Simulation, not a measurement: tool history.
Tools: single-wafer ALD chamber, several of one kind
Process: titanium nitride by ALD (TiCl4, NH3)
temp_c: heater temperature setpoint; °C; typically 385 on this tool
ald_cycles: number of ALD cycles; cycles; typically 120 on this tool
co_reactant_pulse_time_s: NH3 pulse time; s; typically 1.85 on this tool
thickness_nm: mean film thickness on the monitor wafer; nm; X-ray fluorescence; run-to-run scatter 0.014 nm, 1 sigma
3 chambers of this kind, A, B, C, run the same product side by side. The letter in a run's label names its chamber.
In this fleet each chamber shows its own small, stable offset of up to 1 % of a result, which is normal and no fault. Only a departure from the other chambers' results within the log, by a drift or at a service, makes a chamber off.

run	hour	temp_c	ald_cycles	co_reactant_pulse_time_s	hours since the last thermocouple change	read-back reference wafer on the same gauge, thickness_nm	thickness_nm
1A	11.6	385	120	1.85	279.5	2.6388	2.5907
2C	24.7	385	120	1.85	1127.4	2.6445	2.6119
3B	31.9	385	120	1.85	312.9	2.6410	2.6136
4B	43.2	385	120	1.85	324.2	2.6383	2.6158
5A	56.4	385	120	1.85	324.3	2.6399	2.6021
6C	63.7	385	120	1.85	1166.4	2.6391	2.6395
7B	75.4	385	120	1.85	356.4	2.6388	2.6191
8C	89.6	385	120	1.85	1192.3	2.6393	2.6124
9A	100.3	385	120	1.85	368.2	2.6383	2.6383
10C	110.7	385	120	1.85	1213.4	2.6426	2.6308
11A	124.7	378	120	2.38	392.6	2.6374	2.6431
12B	137.3	378	120	2.38	418.3	2.6393	2.6244
13B	146.9	378	120	2.38	427.9	2.6433	2.5951
14C	159.8	385	120	1.85	1262.5	2.6403	2.5997
15A	170.4	385	120	1.85	438.3	2.6406	2.6067
16B	177.6	385	120	1.37	458.6	2.6401	2.5720
17C	191.6	385	120	1.37	1294.3	2.6394	2.5861
18A	199.9	385	120	1.37	467.8	2.6421	2.5733
19A	214.6	373	131	1.85	482.5	2.6426	2.7787
20C	228.1	373	131	1.85	1330.8	2.6425	2.8376
21B	241.4	373	131	1.85	522.4	2.6415	2.8175
22A	255.8	385	120	1.85	523.7	2.6374	2.6094
23C	269.2	385	120	1.85	1371.9	2.6385	2.6176
24B	280.4	385	101	1.85	561.4	2.6348	2.1671
25B	289.8	385	101	1.85	570.8	2.6403	2.2050
26C	297.2	385	101	1.85	1399.9	2.6421	2.2078
27A	308.9	385	120	1.85	576.8	2.6390	2.6429
28C	318.8	385	120	1.85	1421.5	2.6403	2.5985
29B	333.8	385	120	1.85	614.8	2.6388	2.5874
30A	342.8	385	120	1.85	610.7	2.6437	2.6054
31B	355.5	385	120	1.85	636.5	2.6388	2.6020
32C	364.2	373	120	2.54	1466.9	2.6367	2.6308
33A	372.4	373	120	2.54	640.3	2.6442	2.6343
34B	380.2	373	120	2.54	661.2	2.6386	2.6530
35C	393.4	385	120	1.85	1496.1	2.6366	2.6304

Decide between three cases: one chamber stands off from its peers, the gauge reading all wafers drifts, or nothing is wrong past each chamber's small offset. Where a chamber is off, say which and what most likely put it there.

No chamber is off and the gauge is stable; the differences are just each chamber's small, constant offset.
